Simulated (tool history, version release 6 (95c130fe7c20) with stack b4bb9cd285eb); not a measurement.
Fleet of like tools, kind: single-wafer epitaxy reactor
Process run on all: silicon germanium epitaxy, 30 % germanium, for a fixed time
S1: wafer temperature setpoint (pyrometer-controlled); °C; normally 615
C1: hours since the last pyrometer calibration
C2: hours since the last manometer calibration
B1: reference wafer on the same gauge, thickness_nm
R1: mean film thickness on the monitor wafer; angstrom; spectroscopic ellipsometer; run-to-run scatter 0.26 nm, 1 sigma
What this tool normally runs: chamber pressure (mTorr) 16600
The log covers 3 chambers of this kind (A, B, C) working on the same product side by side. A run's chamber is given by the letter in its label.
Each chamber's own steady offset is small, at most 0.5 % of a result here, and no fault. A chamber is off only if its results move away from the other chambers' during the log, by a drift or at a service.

run 1C hour=8.8 | S1=615 chamber_pressure_(mTorr)=16600 | C1=493.6 C2=300.5 | B1=66.421 | R1=718.28
run 2B hour=17.4 | S1=615 chamber_pressure_(mTorr)=16600 | C1=1811.5 C2=2388.7 | B1=66.401 | R1=718.88
run 3A hour=32.2 | S1=615 chamber_pressure_(mTorr)=16600 | C1=389 C2=1370.8 | B1=66.426 | R1=713.71
run 4A hour=42.6 | S1=615 chamber_pressure_(mTorr)=16600 | C1=399.4 C2=1381.2 | B1=66.43 | R1=708.84
run 5C hour=57 | S1=615 chamber_pressure_(mTorr)=16600 | C1=541.8 C2=348.7 | B1=66.393 | R1=715.6
run 6B hour=72.6 | S1=608 chamber_pressure_(mTorr)=12700 | C1=1866.7 C2=2443.9 | B1=66.382 | R1=566.01
run 7A hour=86.6 | S1=608 chamber_pressure_(mTorr)=12700 | C1=443.4 C2=1425.2 | B1=66.433 | R1=565.07
run 8B hour=100 | S1=608 chamber_pressure_(mTorr)=12700 | C1=1894.1 C2=2471.3 | B1=66.353 | R1=569.25
run 9C hour=114.5 | S1=615 chamber_pressure_(mTorr)=16600 | C1=599.3 C2=406.2 | B1=66.391 | R1=714.45
run 10C hour=122.5 | S1=615 chamber_pressure_(mTorr)=16600 | C1=607.3 C2=414.2 | B1=66.41 | R1=714.54
-- hour=125.7 chamber B: pyrometer calibrated
run 11A hour=138.7 | S1=615 chamber_pressure_(mTorr)=16600 | C1=495.5 C2=1477.3 | B1=66.42 | R1=711.04
run 12B hour=146.5 | S1=615 chamber_pressure_(mTorr)=16600 | C1=20.8 C2=2517.8 | B1=66.438 | R1=715.67
run 13B hour=153.9 | S1=615 chamber_pressure_(mTorr)=16600 | C1=28.2 C2=2525.2 | B1=66.414 | R1=717.32
-- hour=157.1 chamber B: capacitance manometer re-zeroed and calibrated
run 14A hour=168.7 | S1=615 chamber_pressure_(mTorr)=16600 | C1=525.5 C2=1507.3 | B1=66.434 | R1=712.13
run 15C hour=178 | S1=615 chamber_pressure_(mTorr)=16600 | C1=662.8 C2=469.7 | B1=66.342 | R1=712.53
run 16A hour=189.5 | S1=615 chamber_pressure_(mTorr)=16600 | C1=546.3 C2=1528.1 | B1=66.357 | R1=712.73
run 17C hour=200.6 | S1=615 chamber_pressure_(mTorr)=16600 | C1=685.4 C2=492.3 | B1=66.402 | R1=712.61
run 18B hour=210.2 | S1=615 chamber_pressure_(mTorr)=14800 | C1=84.5 C2=53.1 | B1=66.416 | R1=679.44
run 19A hour=226.6 | S1=615 chamber_pressure_(mTorr)=14800 | C1=583.4 C2=1565.2 | B1=66.377 | R1=670.83
run 20B hour=237.9 | S1=615 chamber_pressure_(mTorr)=14800 | C1=112.2 C2=80.8 | B1=66.364 | R1=686.41
run 21C hour=253.3 | S1=615 chamber_pressure_(mTorr)=16600 | C1=738.1 C2=545 | B1=66.394 | R1=714.9
run 22C hour=264.6 | S1=615 chamber_pressure_(mTorr)=16600 | C1=749.4 C2=556.3 | B1=66.396 | R1=714.04
run 23B hour=274.9 | S1=615 chamber_pressure_(mTorr)=16600 | C1=149.2 C2=117.8 | B1=66.396 | R1=714.2
run 24A hour=290.1 | S1=615 chamber_pressure_(mTorr)=16600 | C1=646.9 C2=1628.7 | B1=66.44 | R1=694.91
run 25A hour=302 | S1=615 chamber_pressure_(mTorr)=16600 | C1=658.8 C2=1640.6 | B1=66.404 | R1=699.27
run 26B hour=309.5 | S1=615 chamber_pressure_(mTorr)=16600 | C1=183.8 C2=152.4 | B1=66.397 | R1=717.86
run 27C hour=320.2 | S1=615 chamber_pressure_(mTorr)=16600 | C1=805 C2=611.9 | B1=66.378 | R1=716.65
run 28A hour=329.1 | S1=615 chamber_pressure_(mTorr)=16600 | C1=685.9 C2=1667.7 | B1=66.453 | R1=698.79
run 29B hour=344.7 | S1=615 chamber_pressure_(mTorr)=16600 | C1=219 C2=187.6 | B1=66.392 | R1=713.2
run 30C hour=355.6 | S1=615 chamber_pressure_(mTorr)=16600 | C1=840.4 C2=647.3 | B1=66.413 | R1=711.94
run 31B hour=366.6 | S1=615 chamber_pressure_(mTorr)=16600 | C1=240.9 C2=209.5 | B1=66.386 | R1=712.38

Has any chamber moved away from the others, gradually or after a service, or does the common gauge drift, or do the chambers differ only by their own small steady offsets? State the chamber and the most likely cause if one applies.

It is chamber A that slowly wanders off from its peers.
What lies behind it: wafer temperature below the value expected at the setpoint (K) = 2.18.
From this log alone, it may not be told apart from: true pressure below the setpoint (%).

Which of the 4 candidates below, each the usual settings with something changed and its results left as question marks, puts chamber A back in line with what the other chambers give on the usual settings?
In line means no further than this from the other chambers' mean on the usual settings: R1 9 angstrom
run 32A-1 hour=378.5 | S1=616 chamber_pressure_(mTorr)=16600 | R1=?
run 32A-2 hour=378.5 | S1=617 chamber_pressure_(mTorr)=16800 | R1=?
run 32A-3 hour=378.5 | S1=613 chamber_pressure_(mTorr)=16600 | R1=?
run 32A-4 hour=378.5 | S1=614 chamber_pressure_(mTorr)=16600 | R1=?

Usual-settings mean across the other chambers: R1 714.77 angstrom
run=32A-1 R1=700.51
run=32A-2 R1=716.39
run=32A-3 R1=664.24
run=32A-4 R1=676.15
32A-2 brings the chamber back in line.

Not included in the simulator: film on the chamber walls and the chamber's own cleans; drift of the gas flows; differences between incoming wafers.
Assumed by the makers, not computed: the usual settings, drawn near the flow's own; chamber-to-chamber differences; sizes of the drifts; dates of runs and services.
